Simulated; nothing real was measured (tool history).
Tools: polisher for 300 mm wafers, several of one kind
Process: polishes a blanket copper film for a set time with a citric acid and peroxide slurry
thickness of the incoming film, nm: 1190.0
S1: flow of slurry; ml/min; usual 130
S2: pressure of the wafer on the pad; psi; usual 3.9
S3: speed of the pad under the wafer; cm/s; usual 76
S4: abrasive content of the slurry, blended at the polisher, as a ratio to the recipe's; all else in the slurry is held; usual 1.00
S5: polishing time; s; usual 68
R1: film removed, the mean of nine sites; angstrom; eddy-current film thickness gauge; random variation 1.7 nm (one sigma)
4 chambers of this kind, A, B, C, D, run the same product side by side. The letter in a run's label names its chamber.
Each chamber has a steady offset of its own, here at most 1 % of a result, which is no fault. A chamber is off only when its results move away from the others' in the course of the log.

run	hour	S1	S2	S3	S4	S5	R1
# hour 3.7: chamber C: worn pad replaced by a new one
1B	6.9	130	3.9	76	1.00	68	1540.8
2C	17.2	130	3.9	76	1.00	68	1542.9
3D	28.8	130	3.9	76	1.00	68	1564.1
# hour 32.5: chamber D: worn pad replaced by a new one
4A	41.3	130	3.9	76	1.00	68	1559.6
5C	51.2	130	3.9	76	1.00	68	1543.6
6D	61.2	130	3.9	76	1.00	68	1580.7
# hour 61.5: chamber C: slurry blender recalibrated
# hour 63.3: chamber D: slurry blender recalibrated
# hour 66.3: chamber B: slurry nozzle cleaned
7A	76.0	130	3.9	56	1.25	68	1220.4
# hour 77.0: chamber B: slurry blender recalibrated
8B	84.3	130	3.9	56	1.25	68	1236.8
# hour 88.3: chamber B: worn pad replaced by a new one
# hour 97.7: chamber C: worn pad replaced by a new one
9D	97.8	130	3.9	56	1.25	68	1228.5
# hour 106.0: chamber D: slurry nozzle cleaned
10C	106.1	130	3.9	56	1.25	68	1170.2
11A	115.2	130	3.9	76	1.00	68	1591.5
12B	130.0	130	3.9	76	1.00	68	1560.4
# hour 134.2: chamber A: worn pad replaced by a new one
13C	137.0	100	3.9	76	1.00	68	1381.7
# hour 138.2: chamber A: slurry nozzle cleaned
14D	148.2	100	3.9	76	1.00	68	1454.9
15B	161.9	100	3.9	76	1.00	68	1445.0
16A	172.4	100	3.9	76	1.00	68	1485.3
17D	183.6	130	3.9	76	1.00	68	1554.1
18C	194.7	130	3.9	76	1.00	68	1459.6
# hour 196.2: chamber A: head pressure recalibrated
# hour 196.9: chamber C: worn pad replaced by a new one
# hour 198.3: chamber D: worn pad replaced by a new one
# hour 203.9: chamber B: worn pad replaced by a new one
# hour 205.8: chamber D: head pressure recalibrated
19A	209.0	130	3.9	76	1.00	68	1558.1
20B	223.3	130	3.9	76	1.00	68	1562.4
21D	231.3	130	3.9	76	1.00	68	1554.3
22A	239.1	130	3.9	76	1.00	68	1536.6
# hour 243.6: chamber B: slurry blender recalibrated
23B	248.8	130	3.9	76	1.00	68	1575.3
24C	259.8	130	3.9	76	1.00	68	1374.3
25A	271.8	130	3.9	76	1.00	68	1572.5

Is one chamber off against the others, does the gauge drift, or is nothing wrong? If a chamber is off, say which, and what the likeliest cause is.

Chamber C drifts away from the others.
Cause: slurry flow missing at the pad, % = 35.5.
The log may not tell that from: head's pressure below its setpoint, %.

Here are 4 candidates for chamber C's next run, each the usual settings with a change, their results left as question marks. Which one brings its results back in line with what the others give on the usual settings?
In line means no further than this from the other chambers' mean on the usual settings: R1 59.0 angstrom
26C-1	282.5	135	3.9	76	1.00	76	?
26C-2	282.5	130	4.0	78	1.00	68	?
26C-3	282.5	130	3.6	72	1.00	68	?
26C-4	282.5	105	3.9	76	1.00	68	?

The other chambers' mean on the usual settings: R1 1558.4 angstrom
run	R1
26C-1	1573.8
26C-2	1465.3
26C-3	1221.3
26C-4	1302.6
26C-1 brings the chamber back in line.
